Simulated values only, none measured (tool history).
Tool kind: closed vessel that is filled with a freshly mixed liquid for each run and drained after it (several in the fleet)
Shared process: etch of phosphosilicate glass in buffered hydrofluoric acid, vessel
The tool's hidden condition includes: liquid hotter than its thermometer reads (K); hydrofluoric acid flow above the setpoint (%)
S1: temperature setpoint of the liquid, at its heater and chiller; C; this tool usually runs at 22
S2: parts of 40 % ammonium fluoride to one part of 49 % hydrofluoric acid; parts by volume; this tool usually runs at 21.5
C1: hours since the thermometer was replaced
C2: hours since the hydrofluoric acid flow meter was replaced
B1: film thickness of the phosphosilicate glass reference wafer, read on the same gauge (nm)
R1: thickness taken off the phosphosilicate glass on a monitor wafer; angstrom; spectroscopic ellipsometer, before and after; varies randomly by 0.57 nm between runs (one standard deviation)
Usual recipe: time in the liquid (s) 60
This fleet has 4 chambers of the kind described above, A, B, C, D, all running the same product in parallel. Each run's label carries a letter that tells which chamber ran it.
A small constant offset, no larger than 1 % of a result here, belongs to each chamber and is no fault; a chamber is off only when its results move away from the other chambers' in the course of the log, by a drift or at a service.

Run 1A, hour 8.0: usual settings; C1 735.9; C2 1430.0; B1 119.99. Result: R1 1551.20 angstrom.
Run 2B, hour 16.7: usual settings; C1 677.2; C2 621.4; B1 119.94. Result: R1 1546.90 angstrom.
Run 3C, hour 25.6: usual settings; C1 1700.0; C2 844.2; B1 119.96. Result: R1 1560.60 angstrom.
Run 4D, hour 31.0: usual settings; C1 547.9; C2 449.3; B1 120.03. Result: R1 1539.00 angstrom.
Run 5D, hour 36.1: usual settings; C1 553.0; C2 454.4; B1 120.02. Result: R1 1544.00 angstrom.
At hour 41.2: chamber C: thermometer replaced.
Run 6C, hour 44.5: usual settings; C1 3.3; C2 863.1; B1 119.98. Result: R1 1566.20 angstrom.
Run 7A, hour 54.6: usual settings; C1 782.5; C2 1476.6; B1 119.97. Result: R1 1550.50 angstrom.
Run 8B, hour 61.7: usual settings; C1 722.2; C2 666.4; B1 119.98. Result: R1 1548.40 angstrom.
Run 9D, hour 67.0: usual settings; C1 583.9; C2 485.3; B1 120.00. Result: R1 1535.20 angstrom.
Run 10B, hour 75.2: usual settings; C1 735.7; C2 679.9; B1 120.00. Result: R1 1550.60 angstrom.
Run 11C, hour 80.6: usual settings; C1 39.4; C2 899.2; B1 120.05. Result: R1 1567.50 angstrom.
Run 12A, hour 90.1: usual settings; C1 818.0; C2 1512.1; B1 120.01. Result: R1 1543.40 angstrom.
Run 13B, hour 94.7: usual settings; C1 755.2; C2 699.4; B1 119.99. Result: R1 1548.30 angstrom.
Run 14D, hour 101.3: usual settings; C1 618.2; C2 519.6; B1 119.97. Result: R1 1540.90 angstrom.
Run 15A, hour 106.4: usual settings; C1 834.3; C2 1528.4; B1 120.00. Result: R1 1545.10 angstrom.
Run 16C, hour 111.4: usual settings; C1 70.2; C2 930.0; B1 119.96. Result: R1 1556.30 angstrom.
Run 17D, hour 116.9: usual settings but S2 25.0 parts by volume; C1 633.8; C2 535.2; B1 120.00. Result: R1 1383.10 angstrom.
Run 18A, hour 124.3: usual settings but S2 25.0 parts by volume; C1 852.2; C2 1546.3; B1 120.01. Result: R1 1403.30 angstrom.
Run 19B, hour 130.7: usual settings but S2 25.0 parts by volume; C1 791.2; C2 735.4; B1 120.00. Result: R1 1388.20 angstrom.
Run 20C, hour 140.2: usual settings but S2 25.0 parts by volume; C1 99.0; C2 958.8; B1 120.02. Result: R1 1415.10 angstrom.
Run 21B, hour 149.1: usual settings; C1 809.6; C2 753.8; B1 120.01. Result: R1 1551.40 angstrom.
Run 22C, hour 157.9: usual settings; C1 116.7; C2 976.5; B1 120.03. Result: R1 1567.60 angstrom.
At hour 163.4: chamber B: thermometer replaced.
Run 23A, hour 164.5: usual settings; C1 892.4; C2 1586.5; B1 120.01. Result: R1 1553.70 angstrom.
Run 24D, hour 169.0: usual settings; C1 685.9; C2 587.3; B1 120.00. Result: R1 1535.10 angstrom.
Run 25C, hour 174.9: usual settings; C1 133.7; C2 993.5; B1 119.98. Result: R1 1560.50 angstrom.
Run 26D, hour 183.0: usual settings; C1 699.9; C2 601.3; B1 119.97. Result: R1 1536.50 angstrom.
Run 27A, hour 190.3: usual settings; C1 918.2; C2 1612.3; B1 120.05. Result: R1 1544.70 angstrom.
Run 28B, hour 197.3: usual settings; C1 34.0; C2 802.0; B1 120.06. Result: R1 1542.80 angstrom.
Run 29D, hour 205.8: usual settings but S1 24 C, S2 24.0 parts by volume; C1 722.7; C2 624.1; B1 119.99. Result: R1 1589.90 angstrom.
Run 30A, hour 211.3: usual settings but S1 24 C, S2 24.0 parts by volume; C1 939.2; C2 1633.3; B1 120.03. Result: R1 1604.20 angstrom.
Run 31C, hour 217.2: usual settings but S1 24 C, S2 24.0 parts by volume; C1 176.0; C2 1035.8; B1 120.00. Result: R1 1614.20 angstrom.
Run 32B, hour 224.1: usual settings but S1 24 C, S2 24.0 parts by volume; C1 60.8; C2 828.8; B1 120.03. Result: R1 1597.70 angstrom.
Run 33A, hour 231.6: usual settings; C1 959.5; C2 1653.6; B1 120.03. Result: R1 1545.80 angstrom.
Run 34C, hour 240.1: usual settings; C1 198.9; C2 1058.7; B1 120.02. Result: R1 1569.00 angstrom.
Run 35D, hour 248.3: usual settings; C1 765.2; C2 666.6; B1 119.98. Result: R1 1539.40 angstrom.
Run 36B, hour 258.5: usual settings; C1 95.2; C2 863.2; B1 120.01. Result: R1 1541.10 angstrom.
Run 37B, hour 269.0: usual settings but S2 28.0 parts by volume, time in the liquid (s) 30; C1 105.7; C2 873.7; B1 119.99. Result: R1 646.85 angstrom.
Run 38C, hour 278.6: usual settings but S2 28.0 parts by volume, time in the liquid (s) 30; C1 237.4; C2 1097.2; B1 120.01. Result: R1 649.63 angstrom.
Run 39D, hour 288.0: usual settings but S2 28.0 parts by volume, time in the liquid (s) 30; C1 804.9; C2 706.3; B1 120.04. Result: R1 639.46 angstrom.
Run 40A, hour 293.7: usual settings but S2 28.0 parts by volume, time in the liquid (s) 30; C1 1021.6; C2 1715.7; B1 119.92. Result: R1 647.93 angstrom.
Run 41A, hour 302.9: usual settings; C1 1030.8; C2 1724.9; B1 120.03. Result: R1 1552.90 angstrom.

Which is it: a chamber that has drifted or been left off by a service, a gauge drift common to all chambers, or only each chamber's usual small offset? If a chamber is off, name it and its likeliest cause.

No chamber is off and the gauge is stable; the differences are just each chamber's small, constant offset.
